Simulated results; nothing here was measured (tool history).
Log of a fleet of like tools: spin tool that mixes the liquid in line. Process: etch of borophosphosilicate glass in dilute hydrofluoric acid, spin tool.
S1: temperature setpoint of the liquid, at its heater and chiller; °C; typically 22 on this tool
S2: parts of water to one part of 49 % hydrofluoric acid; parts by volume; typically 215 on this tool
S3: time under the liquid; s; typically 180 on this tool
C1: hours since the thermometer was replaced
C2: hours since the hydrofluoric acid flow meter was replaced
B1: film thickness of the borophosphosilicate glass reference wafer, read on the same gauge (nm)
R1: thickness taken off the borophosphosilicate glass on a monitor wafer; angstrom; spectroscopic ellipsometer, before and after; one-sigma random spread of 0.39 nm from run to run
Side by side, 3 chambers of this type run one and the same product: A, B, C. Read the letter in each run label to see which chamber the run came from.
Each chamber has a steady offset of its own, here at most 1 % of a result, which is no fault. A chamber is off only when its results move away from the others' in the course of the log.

| run | hour | S1 | S2 | S3 | C1 | C2 | B1 | R1 |
|---|---|---|---|---|---|---|---|---|
| 1C | 4.3 | 22 | 215 | 180 | 477.2 | 1212.1 | 140 | 418.51 |
| 2A | 9.9 | 22 | 215 | 180 | 295.3 | 528.7 | 140.02 | 419.01 |
| 3B | 14.9 | 22 | 215 | 180 | 805.3 | 87.5 | 140.01 | 420.94 |
| 4A | 19.1 | 22 | 215 | 180 | 304.5 | 537.9 | 140.01 | 421.22 |
| 5B | 22.2 | 22 | 215 | 180 | 812.6 | 94.8 | 140.02 | 425.95 |
| 6C | 27.9 | 22 | 215 | 115 | 500.8 | 1235.7 | 140.02 | 276.13 |
| 7B | 31.1 | 22 | 215 | 115 | 821.5 | 103.7 | 139.99 | 266.33 |
| 8C | 35.2 | 22 | 215 | 115 | 508.1 | 1243 | 140 | 270.9 |
| 9A | 39.2 | 22 | 215 | 180 | 324.6 | 558 | 139.97 | 416.07 |
| 10A | 44.2 | 26 | 180 | 180 | 329.6 | 563 | 140.03 | 616.29 |
| 11B | 47 | 26 | 180 | 180 | 837.4 | 119.6 | 139.97 | 607.66 |
| 12C | 50.8 | 26 | 180 | 180 | 523.7 | 1258.6 | 139.97 | 619.24 |
| 13C | 55.1 | 23.5 | 215 | 180 | 528 | 1262.9 | 139.99 | 453.26 |
| 14B | 59.4 | 23.5 | 215 | 180 | 849.8 | 132 | 139.97 | 439.64 |
| 15A | 64 | 23.5 | 215 | 180 | 349.4 | 582.8 | 140.02 | 466.8 |
| 16B | 69.5 | 22 | 215 | 180 | 859.9 | 142.1 | 139.97 | 422.39 |
| 17C | 74.3 | 22 | 215 | 180 | 547.2 | 1282.1 | 140.04 | 426.83 |
| 18A | 76.9 | 22 | 215 | 180 | 362.3 | 595.7 | 139.98 | 445.18 |
| 19C | 80.5 | 22 | 215 | 180 | 553.4 | 1288.3 | 140.03 | 420.81 |
| 20B | 83.9 | 22 | 215 | 180 | 874.3 | 156.5 | 139.98 | 418.43 |
| 21A | 86.5 | 22 | 215 | 180 | 371.9 | 605.3 | 140.02 | 459.15 |
| 22A | 91.6 | 22 | 215 | 180 | 377 | 610.4 | 139.99 | 453.99 |
| 23B | 94.1 | 22 | 215 | 180 | 884.5 | 166.7 | 140 | 419.09 |
| 24C | 98.9 | 22 | 215 | 180 | 571.8 | 1306.7 | 139.96 | 424.35 |
| 25C | 101.5 | 22 | 215 | 180 | 574.4 | 1309.3 | 139.94 | 430.14 |

Is one chamber out of step, is the gauge drifting, or do the chambers differ by no more than their own small offsets? For an off chamber, give its letter and the likeliest cause.

It is chamber A that slowly wanders off from its peers.
Cause: hydrofluoric acid flow above the setpoint (%) = 9.98.
It could be hard to tell apart here from: liquid hotter than its thermometer reads (K).

Chamber A could run next with any of the 4 candidate recipes listed below; each alters the usual settings, and their results appear as question marks. Which one brings its results back in line with what the other chambers deliver on the usual settings?
Counts as in line when no further than this from what the other chambers average on the usual settings: R1 14 angstrom
| 26A-1 | 105.6 | 22 | 255 | 180 |  |  |  | ? |
| 26A-2 | 105.6 | 22 | 215 | 225 |  |  |  | ? |
| 26A-3 | 105.6 | 22 | 225 | 170 |  |  |  | ? |
| 26A-4 | 105.6 | 22 | 205 | 190 |  |  |  | ? |

Mean of the other chambers on the usual settings: R1 422.58 angstrom
| run | R1 |
|---|---|
| 26A-1 | 380.19 |
| 26A-2 | 583.59 |
| 26A-3 | 417.67 |
| 26A-4 | 521.44 |
26A-3 brings the chamber back in line.
